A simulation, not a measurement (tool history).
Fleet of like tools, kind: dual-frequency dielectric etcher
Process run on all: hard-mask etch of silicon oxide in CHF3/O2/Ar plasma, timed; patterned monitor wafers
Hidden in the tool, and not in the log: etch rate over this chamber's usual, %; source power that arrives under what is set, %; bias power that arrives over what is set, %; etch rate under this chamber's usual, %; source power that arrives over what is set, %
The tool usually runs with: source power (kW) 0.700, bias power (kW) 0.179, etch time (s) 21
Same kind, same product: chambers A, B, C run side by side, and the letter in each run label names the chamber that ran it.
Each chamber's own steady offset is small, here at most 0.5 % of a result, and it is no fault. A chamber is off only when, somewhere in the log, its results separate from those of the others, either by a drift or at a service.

run   hour  source power (kW)  bias power (kW)  etch time (s)  hours since the last wet clean  hours since the last source power generator calibration  hours since the last bias power generator calibration  read-back reference wafer on the same gauge, depth_nm  mean etch depth across the wafer (Å)
 1A    8.6              0.700            0.179             21                            30.4                                                    870.6                                                 3903.5                                                 44.387                                443.18
 2B   20.5              0.700            0.179             21                           364.4                                                    924.4                                                 2423.7                                                 44.430                                438.88
 3C   31.4              0.700            0.179             21                           189.0                                                    912.6                                                 1366.5                                                 44.422                                439.86
 4A   38.0              0.700            0.179             21                            59.8                                                    900.0                                                 3932.9                                                 44.422                                440.45
 5C   46.5              0.700            0.179             21                           204.1                                                    927.7                                                 1381.6                                                 44.438                                443.77
 6B   60.0              0.700            0.179             21                           403.9                                                    963.9                                                 2463.2                                                 44.335                                437.96
 7C   71.3              0.700            0.179             21                           228.9                                                    952.5                                                 1406.4                                                 44.411                                440.32
      75.9  -- chamber B: wet clean of the chamber
 8B   80.2              0.700            0.179             21                             4.3                                                    984.1                                                 2483.4                                                 44.434                                439.73
 9A   92.8              0.700            0.179             21                           114.6                                                    954.8                                                 3987.7                                                 44.401                                436.42
10C   99.6              0.700            0.179             21                           257.2                                                    980.8                                                 1434.7                                                 44.381                                437.47
11B  105.6              0.700            0.179             21                            29.7                                                   1009.5                                                 2508.8                                                 44.402                                443.48
12A  117.3              0.700            0.179             21                           139.1                                                    979.3                                                 4012.2                                                 44.395                                437.62
13C  123.6              0.700            0.179             21                           281.2                                                   1004.8                                                 1458.7                                                 44.425                                442.02
14A  132.8              0.700            0.179             21                           154.6                                                    994.8                                                 4027.7                                                 44.418                                438.91
15B  139.5              0.700            0.179             21                            63.6                                                   1043.4                                                 2542.7                                                 44.343                                440.85
16A  151.8              0.700            0.179             21                           173.6                                                   1013.8                                                 4046.7                                                 44.514                                442.13
17B  164.6              0.700            0.179             21                            88.7                                                   1068.5                                                 2567.8                                                 44.350                                437.28
18C  175.7              0.700            0.179             21                           333.3                                                   1056.9                                                 1510.8                                                 44.467                                446.76
19B  185.0              0.700            0.179             21                           109.1                                                   1088.9                                                 2588.2                                                 44.483                                444.25
20C  194.0              0.700            0.179             21                           351.6                                                   1075.2                                                 1529.1                                                 44.373                                442.35
21A  204.0              0.700            0.135             21                           225.8                                                   1066.0                                                 4098.9                                                 44.405                                399.40
22A  217.4              0.700            0.135             21                           239.2                                                   1079.4                                                 4112.3                                                 44.386                                401.43
23B  227.3              0.700            0.135             21                           151.4                                                   1131.2                                                 2630.5                                                 44.382                                400.10
24C  239.2              0.700            0.194             21                           396.8                                                   1120.4                                                 1574.3                                                 44.402                                449.63
25A  248.4              0.700            0.194             21                           270.2                                                   1110.4                                                 4143.3                                                 44.439                                452.09
26B  254.5              0.700            0.194             21                           178.6                                                   1158.4                                                 2657.7                                                 44.395                                453.30
27C  264.0              0.700            0.179             21                           421.6                                                   1145.2                                                 1599.1                                                 44.324                                442.46
28C  274.6              0.760            0.208             21                           432.2                                                   1155.8                                                 1609.7                                                 44.445                                475.43
29A  287.4              0.760            0.208             21                           309.2                                                   1149.4                                                 4182.3                                                 44.436                                468.81
30B  297.7              0.760            0.208             21                           221.8                                                   1201.6                                                 2700.9                                                 44.442                                472.01
31B  305.0              0.700            0.179             21                           229.1                                                   1208.9                                                 2708.2                                                 44.399                                437.04
32A  315.4              0.700            0.179             21                           337.2                                                   1177.4                                                 4210.3                                                 44.396                                436.41
33C  326.9              0.700            0.179             21                           484.5                                                   1208.1                                                 1662.0                                                 44.350                                444.14
34B  334.9              0.700            0.179             21                           259.0                                                   1238.8                                                 2738.1                                                 44.377                                438.54
35A  345.0              0.700            0.179             21                           366.8                                                   1207.0                                                 4239.9                                                 44.476                                435.64
36C  352.6              0.700            0.179             21                           510.2                                                   1233.8                                                 1687.7                                                 44.347                                441.01
37C  361.4              0.700            0.179             21                           519.0                                                   1242.6                                                 1696.5                                                 44.401                                442.43
38A  373.1              0.700            0.179             21                           394.9                                                   1235.1                                                 4268.0                                                 44.420                                438.64
39B  382.4              0.700            0.179             21                           306.5                                                   1286.3                                                 2785.6                                                 44.387                                438.90

What goes on in this fleet: one chamber off, a drifting gauge, or nothing beyond the chambers' own small offsets? Name the chamber and the cause, if any.

Beyond each chamber's small constant offset nothing stands out, and the gauge stays steady.

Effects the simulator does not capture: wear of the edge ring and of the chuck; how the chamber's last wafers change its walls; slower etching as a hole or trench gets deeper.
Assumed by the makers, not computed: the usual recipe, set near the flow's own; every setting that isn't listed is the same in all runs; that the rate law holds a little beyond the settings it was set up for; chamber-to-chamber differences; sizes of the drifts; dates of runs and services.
